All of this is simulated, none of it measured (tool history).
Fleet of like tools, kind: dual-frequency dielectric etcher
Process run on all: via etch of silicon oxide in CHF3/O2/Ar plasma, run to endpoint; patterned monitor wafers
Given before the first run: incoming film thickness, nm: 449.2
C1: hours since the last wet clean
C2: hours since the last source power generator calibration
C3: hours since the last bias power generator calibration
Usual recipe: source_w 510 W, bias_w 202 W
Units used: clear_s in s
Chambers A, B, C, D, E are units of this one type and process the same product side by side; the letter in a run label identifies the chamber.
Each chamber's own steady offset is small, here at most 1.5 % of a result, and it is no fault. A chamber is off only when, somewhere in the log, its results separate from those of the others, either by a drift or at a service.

{"run": "1E", "hour": 4.0, "source_w": 510, "bias_w": 202, "C1": 312.7, "C2": 2930.9, "C3": 1519.1, "clear_s": 234.85}
{"run": "2A", "hour": 8.6, "source_w": 510, "bias_w": 202, "C1": 160.4, "C2": 2825, "C3": 2981.1, "clear_s": 233.23}
{"run": "3C", "hour": 13.2, "source_w": 510, "bias_w": 202, "C1": 42.6, "C2": 1476.3, "C3": 1825.9, "clear_s": 233.72}
{"run": "4D", "hour": 15.9, "source_w": 510, "bias_w": 202, "C1": 236.1, "C2": 1243, "C3": 1338.3, "clear_s": 230.17}
{"run": "5B", "hour": 18.1, "source_w": 510, "bias_w": 202, "C1": 389.4, "C2": 171.8, "C3": 2550.7, "clear_s": 234.16}
{"run": "6A", "hour": 20.6, "source_w": 600, "bias_w": 202, "C1": 172.4, "C2": 2837, "C3": 2993.1, "clear_s": 218.62}
{"run": "7E", "hour": 24.3, "source_w": 600, "bias_w": 202, "C1": 333, "C2": 2951.2, "C3": 1539.4, "clear_s": 221.14}
{"run": "8C", "hour": 28.8, "source_w": 600, "bias_w": 202, "C1": 58.2, "C2": 1491.9, "C3": 1841.5, "clear_s": 221.9}
{"run": "9B", "hour": 32.3, "source_w": 600, "bias_w": 202, "C1": 403.6, "C2": 186, "C3": 2564.9, "clear_s": 219.15}
{"run": "10D", "hour": 35.9, "source_w": 600, "bias_w": 202, "C1": 256.1, "C2": 1263, "C3": 1358.3, "clear_s": 217.44}
{"run": "11C", "hour": 39.3, "source_w": 510, "bias_w": 202, "C1": 68.7, "C2": 1502.4, "C3": 1852, "clear_s": 234.67}
{"run": "12A", "hour": 42.3, "source_w": 510, "bias_w": 202, "C1": 194.1, "C2": 2858.7, "C3": 3014.8, "clear_s": 232.55}
{"run": "13B", "hour": 46.1, "source_w": 510, "bias_w": 202, "C1": 417.4, "C2": 199.8, "C3": 2578.7, "clear_s": 236.16}
{"run": "14E", "hour": 50.3, "source_w": 510, "bias_w": 202, "C1": 359, "C2": 2977.2, "C3": 1565.4, "clear_s": 234.11}
{"run": "15D", "hour": 52.8, "source_w": 510, "bias_w": 202, "C1": 273, "C2": 1279.9, "C3": 1375.2, "clear_s": 231.62}
{"run": "16A", "hour": 55.2, "source_w": 510, "bias_w": 202, "C1": 207, "C2": 2871.6, "C3": 3027.7, "clear_s": 232.64}
{"run": "17D", "hour": 59.7, "source_w": 510, "bias_w": 202, "C1": 279.9, "C2": 1286.8, "C3": 1382.1, "clear_s": 230.35}
{"run": "18C", "hour": 63.8, "source_w": 510, "bias_w": 202, "C1": 93.2, "C2": 1526.9, "C3": 1876.5, "clear_s": 234.51}
{"run": "19E", "hour": 66.2, "source_w": 510, "bias_w": 202, "C1": 374.9, "C2": 2993.1, "C3": 1581.3, "clear_s": 235.23}
{"run": "20B", "hour": 70.0, "source_w": 510, "bias_w": 168, "C1": 441.3, "C2": 223.7, "C3": 2602.6, "clear_s": 249.4}
{"run": "21A", "hour": 72.2, "source_w": 510, "bias_w": 168, "C1": 224, "C2": 2888.6, "C3": 3044.7, "clear_s": 248.5}
{"run": "22C", "hour": 75.8, "source_w": 510, "bias_w": 168, "C1": 105.2, "C2": 1538.9, "C3": 1888.5, "clear_s": 247.98}
{"run": "23B", "hour": 80.1, "source_w": 510, "bias_w": 168, "C1": 451.4, "C2": 233.8, "C3": 2612.7, "clear_s": 250.5}
{"hour": 82.8, "done": "chamber B: wet clean of the chamber"}
{"hour": 83.4, "done": "chamber A: bias power generator calibrated"}
{"run": "24D", "hour": 83.7, "source_w": 510, "bias_w": 168, "C1": 303.9, "C2": 1310.8, "C3": 1406.1, "clear_s": 243.92}
{"run": "25E", "hour": 87.2, "source_w": 510, "bias_w": 202, "C1": 395.9, "C2": 3014.1, "C3": 1602.3, "clear_s": 234.34}
{"run": "26E", "hour": 90.3, "source_w": 510, "bias_w": 202, "C1": 399, "C2": 3017.2, "C3": 1605.4, "clear_s": 234.5}
{"run": "27C", "hour": 94.4, "source_w": 510, "bias_w": 202, "C1": 123.8, "C2": 1557.5, "C3": 1907.1, "clear_s": 233.93}
{"run": "28D", "hour": 98.6, "source_w": 510, "bias_w": 240, "C1": 318.8, "C2": 1325.7, "C3": 1421, "clear_s": 217.85}
{"run": "29A", "hour": 101.5, "source_w": 510, "bias_w": 240, "C1": 253.3, "C2": 2917.9, "C3": 18.2, "clear_s": 218.66}
{"run": "30B", "hour": 104.1, "source_w": 510, "bias_w": 240, "C1": 21.3, "C2": 257.8, "C3": 2636.7, "clear_s": 231.89}
{"run": "31E", "hour": 106.6, "source_w": 510, "bias_w": 240, "C1": 415.3, "C2": 3033.5, "C3": 1621.7, "clear_s": 221.44}
{"run": "32B", "hour": 110.1, "source_w": 510, "bias_w": 240, "C1": 27.3, "C2": 263.8, "C3": 2642.7, "clear_s": 230.32}
{"run": "33A", "hour": 113.5, "source_w": 510, "bias_w": 202, "C1": 265.3, "C2": 2929.9, "C3": 30.2, "clear_s": 232.29}
{"run": "34C", "hour": 117.8, "source_w": 510, "bias_w": 202, "C1": 147.2, "C2": 1580.9, "C3": 1930.5, "clear_s": 235.23}
{"run": "35D", "hour": 120.1, "source_w": 510, "bias_w": 202, "C1": 340.3, "C2": 1347.2, "C3": 1442.5, "clear_s": 230.14}
{"run": "36D", "hour": 122.2, "source_w": 510, "bias_w": 202, "C1": 342.4, "C2": 1349.3, "C3": 1444.6, "clear_s": 230.45}
{"run": "37A", "hour": 126.4, "source_w": 510, "bias_w": 202, "C1": 278.2, "C2": 2942.8, "C3": 43.1, "clear_s": 232.12}
{"run": "38E", "hour": 129.3, "source_w": 510, "bias_w": 202, "C1": 438, "C2": 3056.2, "C3": 1644.4, "clear_s": 235.79}
{"run": "39C", "hour": 132.7, "source_w": 510, "bias_w": 202, "C1": 162.1, "C2": 1595.8, "C3": 1945.4, "clear_s": 233.99}

One chamber off, gauge drift, or nothing amiss beyond the chambers' own small offsets? If it is a chamber, which one, and what is the likeliest cause?

After it was serviced, chamber B no longer matches the other chambers.
What lies behind it: etch rate under this chamber's usual, % = 4.18.

Here are 4 candidates for chamber B's next run, each the usual settings with a change, their results left as question marks. Which one brings its results back in line with what the others give on the usual settings?
To be in line, a result may differ from the other chambers' mean on the usual settings by at most: clear_s 3.5 s
{"run": "40B-1", "hour": 136.2, "source_w": 380, "bias_w": 202, "clear_s": "?"}
{"run": "40B-2", "hour": 136.2, "source_w": 680, "bias_w": 202, "clear_s": "?"}
{"run": "40B-3", "hour": 136.2, "source_w": 580, "bias_w": 202, "clear_s": "?"}
{"run": "40B-4", "hour": 136.2, "source_w": 440, "bias_w": 202, "clear_s": "?"}

Mean of the other chambers on the usual settings: clear_s 232.95 s
run=40B-1 clear_s=273.52
run=40B-2 clear_s=219.47
run=40B-3 clear_s=233.15
run=40B-4 clear_s=258.83
40B-3 brings the chamber back in line.
